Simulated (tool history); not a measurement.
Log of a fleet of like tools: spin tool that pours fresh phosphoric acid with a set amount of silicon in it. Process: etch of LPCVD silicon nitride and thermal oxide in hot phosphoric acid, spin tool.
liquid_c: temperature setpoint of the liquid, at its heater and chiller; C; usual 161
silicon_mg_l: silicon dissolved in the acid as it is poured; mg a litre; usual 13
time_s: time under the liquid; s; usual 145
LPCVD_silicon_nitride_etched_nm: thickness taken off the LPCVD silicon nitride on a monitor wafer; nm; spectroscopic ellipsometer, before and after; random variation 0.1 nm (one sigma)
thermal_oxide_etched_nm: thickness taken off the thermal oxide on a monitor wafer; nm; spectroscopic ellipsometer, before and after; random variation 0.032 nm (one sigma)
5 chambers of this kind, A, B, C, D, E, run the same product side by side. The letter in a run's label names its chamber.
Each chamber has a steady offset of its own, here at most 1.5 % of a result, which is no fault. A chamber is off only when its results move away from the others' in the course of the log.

run   hour  liquid_c  silicon_mg_l  time_s  hours since the thermometer was replaced  hours since the dissolved silicon flow meter was replaced  hours since the heated supply line was repaired  read-back film thickness of the LPCVD silicon nitride reference wafer, read on the same gauge (nm)  read-back film thickness of the thermal oxide reference wafer, read on the same gauge (nm)  LPCVD_silicon_nitride_etched_nm  thermal_oxide_etched_nm
 1A    5.5       161            13     145                                     385.1                                                      845.1                                           1986.9                                                                                              99.979                                                                                      30.011                           13.344                  0.37674
 2B    9.0       161            13     145                                    1684.0                                                      514.2                                            239.3                                                                                             100.020                                                                                      30.016                           13.150                  0.25112
 3C   12.7       161            13     145                                      39.1                                                      195.2                                            140.1                                                                                             100.020                                                                                      30.006                           13.214                  0.27912
 4E   17.6       161            13     145                                     225.2                                                     1945.0                                           1342.9                                                                                             100.020                                                                                      29.990                           12.984                  0.37951
 5D   23.9       161            13     145                                     569.0                                                      447.1                                            162.9                                                                                              99.989                                                                                      30.008                           13.297                  0.26324
 6D   29.0       161            13     200                                     574.1                                                      452.2                                            168.0                                                                                              99.976                                                                                      30.001                           18.543                  0.41933
 7C   34.4       161            13     200                                      60.8                                                      216.9                                            161.8                                                                                             100.020                                                                                      29.999                           18.307                  0.51630
 8A   38.9       161            13     200                                     418.5                                                      878.5                                           2020.3                                                                                             100.000                                                                                      29.992                           18.167                  0.54790
 9B   42.5       161            13     200                                    1717.5                                                      547.7                                            272.8                                                                                             100.010                                                                                      30.014                           18.470                  0.38679
10E   46.3       161            13     200                                     253.9                                                     1973.7                                           1371.6                                                                                              99.943                                                                                      29.999                           17.796                  0.42843
11B   51.8       163             5     145                                    1726.8                                                      557.0                                            282.1                                                                                              99.967                                                                                      30.020                           14.014                  0.42491
12E   56.2       163             5     145                                     263.8                                                     1983.6                                           1381.5                                                                                             100.010                                                                                      30.016                           13.931                  0.46157
13C   59.7       163             5     145                                      86.1                                                      242.2                                            187.1                                                                                              99.988                                                                                      29.995                           14.207                  0.47485
14A   63.9       163             5     145                                     443.5                                                      903.5                                           2045.3                                                                                             100.000                                                                                      30.001                           14.214                  0.48849
15D   69.4       163             5     145                                     614.5                                                      492.6                                            208.4                                                                                             100.040                                                                                      29.997                           14.093                  0.45532
16C   72.8       161            18     145                                      99.2                                                      255.3                                            200.2                                                                                              99.983                                                                                      30.000                           13.386                  0.31718
17E   78.7       161            18     145                                     286.3                                                     2006.1                                           1404.0                                                                                              99.982                                                                                      30.019                           13.133                  0.23674
18B   82.7       161            18     145                                    1757.7                                                      587.9                                            313.0                                                                                             100.040                                                                                      30.006                           13.224                  0.29812
19A   86.9       161            18     145                                     466.5                                                      926.5                                           2068.3                                                                                              99.987                                                                                      30.020                           13.235                  0.28059
20D   91.2       161            18     145                                     636.3                                                      514.4                                            230.2                                                                                             100.010                                                                                      30.011                           13.370                  0.30531
21B   96.0       161            13     145                                    1771.0                                                      601.2                                            326.3                                                                                              99.983                                                                                      30.011                           13.344                  0.38617
22D  101.0       161            13     145                                     646.1                                                      524.2                                            240.0                                                                                             100.000                                                                                      30.009                           13.263                  0.31726
23E  106.7       161            13     145                                     314.3                                                     2034.1                                           1432.0                                                                                             100.020                                                                                      29.999                           13.140                  0.34871
24A  110.3       161            13     145                                     489.9                                                      949.9                                           2091.7                                                                                             100.000                                                                                      30.014                           13.151                  0.33104
25C  116.2       161            13     145                                     142.6                                                      298.7                                            243.6                                                                                             100.010                                                                                      30.002                           13.454                  0.34762
26D  121.0       161            13     145                                     666.1                                                      544.2                                            260.0                                                                                              99.965                                                                                      29.989                           13.172                  0.31793
27B  123.8       161            13     145                                    1798.8                                                      629.0                                            354.1                                                                                              99.972                                                                                      29.991                           13.298                  0.36465
28E  128.5       161            13     145                                     336.1                                                     2055.9                                           1453.8                                                                                             100.000                                                                                      29.981                           13.073                  0.36165
29C  131.7       161            13     145                                     158.1                                                      314.2                                            259.1                                                                                             100.000                                                                                      30.005                           13.268                  0.39415
30A  137.3       161            13     145                                     516.9                                                      976.9                                           2118.7                                                                                             100.010                                                                                      30.006                           13.116                  0.33452

Next, every chamber runs the same settings. What will each give?
31A  141.8       161            16     145                                                                                                                                                                                                                                                                                                                                                                                      ?                        ?
31B  141.8       161            16     145                                                                                                                                                                                                                                                                                                                                                                                      ?                        ?
31C  141.8       161            16     145                                                                                                                                                                                                                                                                                                                                                                                      ?                        ?
31D  141.8       161            16     145                                                                                                                                                                                                                                                                                                                                                                                      ?                        ?
31E  141.8       161            16     145                                                                                                                                                                                                                                                                                                                                                                                      ?                        ?

run  LPCVD_silicon_nitride_etched_nm  thermal_oxide_etched_nm
31A                           13.364                  0.33310
31B                           13.258                  0.34049
31C                           13.153                  0.27626
31D                           13.448                  0.28064
31E                           13.106                  0.28386
